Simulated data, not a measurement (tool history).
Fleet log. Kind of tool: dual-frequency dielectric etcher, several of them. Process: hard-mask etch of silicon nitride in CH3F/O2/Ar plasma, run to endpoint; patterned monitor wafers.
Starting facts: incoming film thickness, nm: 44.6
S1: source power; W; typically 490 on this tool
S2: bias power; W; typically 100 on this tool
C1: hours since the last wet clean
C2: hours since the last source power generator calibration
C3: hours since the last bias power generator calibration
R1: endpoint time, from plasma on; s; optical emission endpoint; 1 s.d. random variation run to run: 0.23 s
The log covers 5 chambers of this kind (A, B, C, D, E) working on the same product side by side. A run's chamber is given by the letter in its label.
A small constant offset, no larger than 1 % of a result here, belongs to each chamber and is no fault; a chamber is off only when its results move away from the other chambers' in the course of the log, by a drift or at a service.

| run | day | S1 | S2 | C1 | C2 | C3 | R1 |
|---|---|---|---|---|---|---|---|
|  | 0.204 | chamber C: wet clean of the chamber |
| 1E | 0.225 | 490 | 100 | 345.6 | 518.2 | 153.0 | 53.108 |
| 2A | 0.600 | 490 | 100 | 341.3 | 2304.2 | 3348.6 | 53.619 |
|  | 0.675 | chamber B: bias power generator calibrated |
| 3D | 0.850 | 490 | 100 | 77.5 | 537.1 | 2161.3 | 52.850 |
| 4B | 1.108 | 490 | 100 | 97.6 | 1396.1 | 10.4 | 53.011 |
| 5C | 1.412 | 550 | 100 | 29.1 | 576.8 | 352.7 | 51.344 |
|  | 1.604 | chamber A: wet clean of the chamber |
| 6E | 1.692 | 550 | 100 | 380.8 | 553.4 | 188.2 | 50.857 |
| 7B | 1.958 | 550 | 100 | 118.0 | 1416.5 | 30.8 | 50.928 |
| 8D | 2.262 | 550 | 100 | 111.4 | 571.0 | 2195.2 | 51.225 |
| 9A | 2.471 | 550 | 100 | 20.8 | 2349.1 | 3393.5 | 51.370 |
|  | 2.504 | chamber E: wet clean of the chamber |
| 10C | 2.833 | 490 | 100 | 63.2 | 610.9 | 386.8 | 53.488 |
| 11D | 3.042 | 490 | 100 | 130.1 | 589.7 | 2213.9 | 53.510 |
| 12A | 3.354 | 490 | 100 | 42.0 | 2370.3 | 3414.7 | 53.712 |
| 13C | 3.779 | 490 | 100 | 85.9 | 633.6 | 409.5 | 53.003 |
| 14B | 4.129 | 490 | 100 | 170.1 | 1468.6 | 82.9 | 53.311 |
| 15E | 4.392 | 490 | 100 | 45.3 | 618.2 | 253.0 | 53.029 |
| 16D | 4.662 | 490 | 100 | 169.0 | 628.6 | 2252.8 | 53.332 |
| 17C | 5.017 | 490 | 100 | 115.6 | 663.3 | 439.2 | 53.540 |
| 18B | 5.283 | 490 | 100 | 197.8 | 1496.3 | 110.6 | 53.270 |
| 19A | 5.479 | 440 | 86 | 93.0 | 2421.3 | 3465.7 | 58.751 |
| 20E | 5.796 | 440 | 86 | 79.0 | 651.9 | 286.7 | 58.116 |
| 21B | 6.017 | 440 | 86 | 215.4 | 1513.9 | 128.2 | 58.002 |
| 22E | 6.233 | 440 | 86 | 89.5 | 662.4 | 297.2 | 57.807 |
|  | 6.512 | chamber A: source power generator calibrated |
| 23C | 6.638 | 440 | 86 | 154.5 | 702.2 | 478.1 | 58.772 |
| 24D | 7.046 | 490 | 100 | 226.2 | 685.8 | 2310.0 | 53.385 |
| 25A | 7.246 | 490 | 100 | 135.4 | 17.7 | 3508.1 | 53.842 |
| 26A | 7.650 | 490 | 100 | 145.1 | 27.4 | 3517.8 | 53.515 |
| 27C | 8.012 | 490 | 100 | 187.5 | 735.2 | 511.1 | 53.247 |
| 28B | 8.292 | 490 | 100 | 270.0 | 1568.5 | 182.8 | 53.267 |
| 29D | 8.583 | 490 | 100 | 263.1 | 722.7 | 2346.9 | 53.709 |
| 30E | 8.796 | 490 | 100 | 151.0 | 723.9 | 358.7 | 52.641 |
| 31C | 9.054 | 490 | 100 | 212.5 | 760.2 | 536.1 | 52.983 |
| 32B | 9.288 | 370 | 100 | 293.9 | 1592.4 | 206.7 | 59.216 |
| 33E | 9.562 | 370 | 100 | 169.4 | 742.3 | 377.1 | 58.556 |
| 34D | 9.788 | 370 | 100 | 292.0 | 751.6 | 2375.8 | 58.890 |
| 35A | 10.038 | 370 | 100 | 202.4 | 84.7 | 3575.1 | 59.796 |

Each of the 5 chambers runs these same settings next. Fill in every chamber's results:
| 36A | 10.342 | 490 | 100 |  |  |  | ? |
| 36B | 10.342 | 490 | 100 |  |  |  | ? |
| 36C | 10.342 | 490 | 100 |  |  |  | ? |
| 36D | 10.342 | 490 | 100 |  |  |  | ? |
| 36E | 10.342 | 490 | 100 |  |  |  | ? |

| run | R1 |
|---|---|
| 36A | 53.193 |
| 36B | 53.268 |
| 36C | 53.292 |
| 36D | 53.272 |
| 36E | 52.946 |
